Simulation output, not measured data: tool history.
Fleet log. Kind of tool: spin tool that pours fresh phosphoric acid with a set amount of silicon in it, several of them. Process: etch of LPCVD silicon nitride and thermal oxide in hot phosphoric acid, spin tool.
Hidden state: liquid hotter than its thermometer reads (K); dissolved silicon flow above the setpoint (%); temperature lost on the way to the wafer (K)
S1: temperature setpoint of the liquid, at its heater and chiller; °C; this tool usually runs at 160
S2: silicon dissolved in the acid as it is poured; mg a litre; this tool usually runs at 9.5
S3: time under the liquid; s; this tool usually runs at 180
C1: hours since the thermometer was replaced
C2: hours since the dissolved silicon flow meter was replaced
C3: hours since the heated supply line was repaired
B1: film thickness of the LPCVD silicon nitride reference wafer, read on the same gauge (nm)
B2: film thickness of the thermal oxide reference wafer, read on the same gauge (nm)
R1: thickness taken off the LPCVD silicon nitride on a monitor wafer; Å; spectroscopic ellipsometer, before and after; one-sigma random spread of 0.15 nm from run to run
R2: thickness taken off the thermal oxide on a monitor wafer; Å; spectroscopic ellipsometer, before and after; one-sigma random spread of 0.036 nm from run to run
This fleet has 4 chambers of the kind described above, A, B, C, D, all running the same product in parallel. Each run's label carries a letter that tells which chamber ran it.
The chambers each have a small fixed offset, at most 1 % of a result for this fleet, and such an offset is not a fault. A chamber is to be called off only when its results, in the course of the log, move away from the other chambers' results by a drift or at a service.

| run | day | S1 | S2 | S3 | C1 | C2 | C3 | B1 | B2 | R1 | R2 |
|---|---|---|---|---|---|---|---|---|---|---|---|
| 1B | 0.312 | 160 | 9.5 | 180 | 641.5 | 743.2 | 450.4 | 150.01 | 130 | 155.94 | 4.3887 |
| 2D | 0.6 | 160 | 9.5 | 180 | 894 | 900.3 | 1267.5 | 150 | 130 | 157.92 | 4.0418 |
| 3C | 0.867 | 160 | 9.5 | 180 | 452.3 | 768.1 | 2305 | 150.03 | 129.98 | 157.31 | 3.8904 |
| 4A | 1.188 | 160 | 9.5 | 180 | 2200.4 | 347 | 604.9 | 149.95 | 130.01 | 159.7 | 4.0721 |
| 5D | 1.483 | 160 | 4.5 | 180 | 915.2 | 921.5 | 1288.7 | 149.98 | 130.01 | 160.05 | 5.1835 |
| 6A | 1.746 | 160 | 4.5 | 180 | 2213.8 | 360.4 | 618.3 | 149.99 | 129.99 | 156.61 | 4.224 |
| 7C | 1.983 | 160 | 4.5 | 180 | 479.1 | 794.9 | 2331.8 | 150.01 | 129.98 | 156.79 | 4.3331 |
| 8B | 2.308 | 160 | 4.5 | 180 | 689.4 | 791.1 | 498.3 | 149.99 | 129.99 | 158.88 | 4.8457 |
| 9D | 2.521 | 160 | 9.5 | 180 | 940.1 | 946.4 | 1313.6 | 149.98 | 129.97 | 159.76 | 4.6132 |
| 10B | 2.692 | 160 | 9.5 | 180 | 698.6 | 800.3 | 507.5 | 150.03 | 129.99 | 157.89 | 3.9281 |
| 11C | 3.033 | 160 | 9.5 | 180 | 504.3 | 820.1 | 2357 | 149.98 | 130 | 157.75 | 3.7828 |
| 12A | 3.296 | 160 | 9.5 | 180 | 2251 | 397.6 | 655.5 | 149.93 | 130.01 | 157.63 | 4.0027 |
| 13C | 3.458 | 160 | 9.5 | 180 | 514.5 | 830.3 | 2367.2 | 150.01 | 129.99 | 155.23 | 3.9122 |
| 14A | 3.683 | 160 | 16.5 | 180 | 2260.3 | 406.9 | 664.8 | 149.99 | 130 | 158.59 | 3.2616 |
| 15D | 4.033 | 160 | 16.5 | 180 | 976.4 | 982.7 | 1349.9 | 150.02 | 130 | 161.44 | 3.3814 |
| 16B | 4.354 | 160 | 16.5 | 180 | 738.5 | 840.2 | 547.4 | 150 | 130.01 | 156.52 | 3.2225 |
| 17C | 4.588 | 160 | 16.5 | 180 | 541.6 | 857.4 | 2394.3 | 149.97 | 130 | 158.64 | 3.4014 |
| 18B | 4.904 | 160 | 9.5 | 180 | 751.7 | 853.4 | 560.6 | 149.99 | 130.02 | 156.47 | 4.2264 |
| 19D | 5.183 | 160 | 9.5 | 180 | 1004 | 1010.3 | 1377.5 | 149.99 | 130.01 | 159.13 | 4.3378 |
| 20A | 5.392 | 158.5 | 9.5 | 255 | 2301.3 | 447.9 | 705.8 | 150.01 | 130 | 210.75 | 5.237 |
| 21D | 5.733 | 158.5 | 9.5 | 255 | 1017.2 | 1023.5 | 1390.7 | 150.02 | 129.99 | 216.16 | 5.6905 |
| 22C | 5.975 | 158.5 | 9.5 | 255 | 574.9 | 890.7 | 2427.6 | 150.01 | 130.02 | 211.54 | 5.079 |
| 23A | 6.254 | 158.5 | 9.5 | 255 | 2322 | 468.6 | 726.5 | 150.02 | 130.01 | 212.1 | 4.7129 |
| 24B | 6.512 | 160 | 9.5 | 180 | 790.3 | 892 | 599.2 | 150 | 130.01 | 155.01 | 4.1164 |
| 25B | 6.754 | 160 | 9.5 | 180 | 796.1 | 897.8 | 605 | 150.04 | 130.01 | 156.33 | 4.2157 |
| 26C | 6.921 | 160 | 9.5 | 180 | 597.6 | 913.4 | 2450.3 | 150.03 | 129.99 | 154.36 | 3.2625 |
| 27A | 7.25 | 161 | 4 | 180 | 2345.9 | 492.5 | 750.4 | 150.02 | 129.99 | 161.51 | 4.3495 |
| 28D | 7.621 | 161 | 4 | 180 | 1062.5 | 1068.8 | 1436 | 149.97 | 130.01 | 166.76 | 5.0963 |
| 29D | 7.9 | 161 | 4 | 180 | 1069.2 | 1075.5 | 1442.7 | 149.97 | 130 | 160.88 | 4.9378 |
| 30A | 8.175 | 161 | 4 | 180 | 2368.1 | 514.7 | 772.6 | 150 | 129.99 | 158.48 | 4.3483 |
| 31C | 8.35 | 160 | 9.5 | 180 | 631.9 | 947.7 | 2484.6 | 149.97 | 130 | 158.41 | 4.5227 |
| 32B | 8.55 | 160 | 9.5 | 180 | 839.2 | 940.9 | 648.1 | 149.99 | 130.01 | 159.22 | 4.3896 |
| 33C | 8.85 | 160 | 9.5 | 180 | 643.9 | 959.7 | 2496.6 | 150.03 | 129.99 | 155.75 | 4.2513 |
| 34B | 9.054 | 160 | 9.5 | 180 | 851.3 | 953 | 660.2 | 150.04 | 129.98 | 154.81 | 3.4187 |
| 35D | 9.362 | 160 | 9.5 | 180 | 1104.3 | 1110.6 | 1477.8 | 149.98 | 130 | 157.49 | 3.9855 |
| 36A | 9.65 | 160 | 9.5 | 180 | 2403.5 | 550.1 | 808 | 150.01 | 130.02 | 153.55 | 3.702 |

What goes on in this fleet: one chamber off, a drifting gauge, or nothing beyond the chambers' own small offsets? Name the chamber and the cause, if any.

One chamber, A, drifts off from the rest bit by bit.
Likeliest cause: temperature lost on the way to the wafer (K) = 1.46.
With only this log, it may be confused with: liquid colder than its thermometer reads (K).

Chamber A could run next with any of the 4 candidate recipes listed below; each alters the usual settings, and their results appear as question marks. Which one brings its results back in line with what the other chambers deliver on the usual settings?
Allowed miss from the other chambers' usual-settings mean, per result, to count as in line: R1 5.2 Å; R2 1.2 Å
| 37A-1 | 9.912 | 160.5 | 7.5 | 185 |  |  |  |  |  | ? | ? |
| 37A-2 | 9.912 | 159.5 | 11.5 | 175 |  |  |  |  |  | ? | ? |
| 37A-3 | 9.912 | 161.5 | 4.5 | 190 |  |  |  |  |  | ? | ? |
| 37A-4 | 9.912 | 158.5 | 14.5 | 170 |  |  |  |  |  | ? | ? |

Usual-settings mean across the other chambers: R1 158.15 Å; R2 4.1096 Å
| run | R1 | R2 |
|---|---|---|
| 37A-1 | 158.02 | 3.9929 |
| 37A-2 | 144.46 | 3.208 |
| 37A-3 | 167.85 | 4.7052 |
| 37A-4 | 135.65 | 2.6852 |
37A-1 is the one that brings the chamber's results back in line with the other chambers.

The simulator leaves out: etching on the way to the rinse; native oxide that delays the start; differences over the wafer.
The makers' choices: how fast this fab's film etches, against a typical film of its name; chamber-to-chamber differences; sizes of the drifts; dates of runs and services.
